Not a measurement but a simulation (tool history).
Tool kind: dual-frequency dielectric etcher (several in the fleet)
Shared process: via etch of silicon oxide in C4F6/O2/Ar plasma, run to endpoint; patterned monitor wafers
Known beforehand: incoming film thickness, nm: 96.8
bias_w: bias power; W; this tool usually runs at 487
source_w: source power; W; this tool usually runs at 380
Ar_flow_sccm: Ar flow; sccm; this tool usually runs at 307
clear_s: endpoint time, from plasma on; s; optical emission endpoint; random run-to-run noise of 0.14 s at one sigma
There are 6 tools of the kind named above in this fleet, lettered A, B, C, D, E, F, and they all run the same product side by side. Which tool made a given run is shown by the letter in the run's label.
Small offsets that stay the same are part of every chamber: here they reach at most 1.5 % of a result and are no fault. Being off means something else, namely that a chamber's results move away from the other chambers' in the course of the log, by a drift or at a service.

| run | hour | bias_w | source_w | Ar_flow_sccm | hours since the last wet clean | hours since the last bias power generator calibration | hours since the last source power generator calibration | hours since the last Ar flow controller change | clear_s |
|---|---|---|---|---|---|---|---|---|---|
| 1B | 8.1 | 487 | 380 | 307 | 78.5 | 1595.1 | 2445.2 | 1331.3 | 21.760 |
| 2A | 15.1 | 487 | 380 | 307 | 310.6 | 1254.5 | 1989.6 | 1915.2 | 21.851 |
| 3E | 20.4 | 487 | 380 | 307 | 508.2 | 1049.4 | 1301.5 | 2304.7 | 21.721 |
| 4C | 28.1 | 487 | 380 | 307 | 309.6 | 674.6 | 1015.9 | 3793.4 | 21.886 |
| 5F | 36.3 | 487 | 380 | 307 | 273.8 | 2304.0 | 2025.1 | 768.1 | 21.912 |
| 6D | 42.0 | 487 | 380 | 307 | 248.9 | 2409.0 | 2144.6 | 2270.1 | 22.258 |
| 7E | 51.4 | 487 | 380 | 307 | 539.2 | 1080.4 | 1332.5 | 2335.7 | 21.767 |
| 8D | 56.2 | 487 | 380 | 307 | 263.1 | 2423.2 | 2158.8 | 2284.3 | 22.136 |
| 9A | 64.0 | 487 | 380 | 307 | 359.5 | 1303.4 | 2038.5 | 1964.1 | 21.872 |
| 10C | 70.4 | 487 | 380 | 307 | 351.9 | 716.9 | 1058.2 | 3835.7 | 21.875 |
| 11B | 78.6 | 487 | 430 | 240 | 149.0 | 1665.6 | 2515.7 | 1401.8 | 20.503 |
| 12F | 88.5 | 487 | 430 | 240 | 326.0 | 2356.2 | 2077.3 | 820.3 | 20.423 |
| 13B | 94.4 | 487 | 430 | 240 | 164.8 | 1681.4 | 2531.5 | 1417.6 | 20.289 |
| 14A | 103.1 | 487 | 430 | 240 | 398.6 | 1342.5 | 2077.6 | 2003.2 | 20.084 |
|  | 103.3 | chamber C: Ar flow controller replaced |
| 15E | 111.3 | 487 | 430 | 240 | 599.1 | 1140.3 | 1392.4 | 2395.6 | 20.266 |
| 16F | 119.1 | 487 | 430 | 240 | 356.6 | 2386.8 | 2107.9 | 850.9 | 20.410 |
| 17D | 125.3 | 487 | 380 | 307 | 332.2 | 2492.3 | 2227.9 | 2353.4 | 22.031 |
| 18C | 134.6 | 602 | 380 | 307 | 416.1 | 781.1 | 1122.4 | 31.3 | 20.345 |
| 19F | 145.1 | 602 | 380 | 307 | 382.6 | 2412.8 | 2133.9 | 876.9 | 20.048 |
|  | 149.8 | chamber C: wet clean of the chamber |
| 20C | 155.4 | 602 | 380 | 307 | 5.6 | 801.9 | 1143.2 | 52.1 | 20.201 |
| 21A | 165.0 | 602 | 380 | 307 | 460.5 | 1404.4 | 2139.5 | 2065.1 | 20.338 |
| 22D | 171.6 | 602 | 380 | 307 | 378.5 | 2538.6 | 2274.2 | 2399.7 | 20.400 |
| 23B | 179.1 | 602 | 380 | 307 | 249.5 | 1766.1 | 2616.2 | 1502.3 | 20.139 |
| 24E | 188.0 | 487 | 380 | 307 | 675.8 | 1217.0 | 1469.1 | 2472.3 | 21.793 |
| 25F | 192.9 | 487 | 380 | 307 | 430.4 | 2460.6 | 2181.7 | 924.7 | 21.903 |
|  | 202.5 | chamber E: wet clean of the chamber |
| 26B | 202.8 | 487 | 380 | 307 | 273.2 | 1789.8 | 2639.9 | 1526.0 | 21.741 |
|  | 206.9 | chamber A: source power generator calibrated |
| 27A | 209.0 | 487 | 380 | 307 | 504.5 | 1448.4 | 2.1 | 2109.1 | 22.455 |
|  | 211.6 | chamber B: source power generator calibrated |
| 28E | 215.0 | 487 | 280 | 307 | 12.5 | 1244.0 | 1496.1 | 2499.3 | 24.837 |
| 29C | 225.8 | 487 | 280 | 307 | 76.0 | 872.3 | 1213.6 | 122.5 | 24.754 |
| 30D | 236.3 | 487 | 280 | 307 | 443.2 | 2603.3 | 2338.9 | 2464.4 | 24.975 |
| 31B | 245.1 | 487 | 280 | 307 | 315.5 | 1832.1 | 33.5 | 1568.3 | 24.362 |
| 32A | 253.8 | 487 | 280 | 307 | 549.3 | 1493.2 | 46.9 | 2153.9 | 25.052 |
| 33F | 259.7 | 487 | 280 | 307 | 497.2 | 2527.4 | 2248.5 | 991.5 | 24.443 |
| 34C | 267.2 | 487 | 380 | 307 | 117.4 | 913.7 | 1255.0 | 163.9 | 22.011 |
| 35E | 273.4 | 487 | 380 | 307 | 70.9 | 1302.4 | 1554.5 | 2557.7 | 21.875 |
| 36D | 280.3 | 487 | 380 | 307 | 487.2 | 2647.3 | 2382.9 | 2508.4 | 21.986 |
| 37E | 289.4 | 487 | 380 | 307 | 86.9 | 1318.4 | 1570.5 | 2573.7 | 22.045 |
| 38A | 299.9 | 487 | 380 | 307 | 595.4 | 1539.3 | 93.0 | 2200.0 | 22.479 |
|  | 300.4 | chamber B: wet clean of the chamber |
| 39D | 308.3 | 487 | 380 | 307 | 515.2 | 2675.3 | 2410.9 | 2536.4 | 22.117 |
| 40C | 315.0 | 487 | 380 | 307 | 165.2 | 961.5 | 1302.8 | 211.7 | 21.796 |
|  | 319.7 | chamber F: wet clean of the chamber |
| 41B | 322.4 | 487 | 380 | 335 | 22.1 | 1909.4 | 110.8 | 1645.6 | 21.911 |
| 42F | 329.3 | 487 | 380 | 335 | 9.7 | 2597.0 | 2318.1 | 1061.1 | 21.947 |
| 43C | 338.9 | 487 | 380 | 335 | 189.1 | 985.4 | 1326.7 | 235.6 | 22.288 |

Does one chamber stand apart from the rest, does the shared gauge drift, or is all well apart from small per-chamber offsets? Give the chamber and the most likely cause, where there is one.

It is chamber A that slowly wanders off from its peers.
Likeliest cause: etch rate under this chamber's usual, % = 4.43.

Below are 4 candidate recipes for chamber A's next run, each the usual settings with a change, their results shown as question marks. Which of them brings A's results back in line with what the other chambers give on the usual settings?
To be in line, a result may differ from the other chambers' mean on the usual settings by at most: clear_s 0.470 s
| 44A-1 | 346.9 | 582 | 380 | 289 |  |  |  |  | ? |
| 44A-2 | 346.9 | 487 | 420 | 307 |  |  |  |  | ? |
| 44A-3 | 346.9 | 392 | 380 | 325 |  |  |  |  | ? |
| 44A-4 | 346.9 | 442 | 380 | 315 |  |  |  |  | ? |

On the usual settings, the other chambers give on average: clear_s 21.952 s
| run | clear_s |
|---|---|
| 44A-1 | 21.193 |
| 44A-2 | 21.983 |
| 44A-3 | 24.871 |
| 44A-4 | 23.723 |
44A-2 puts the chamber back in line with the other chambers.
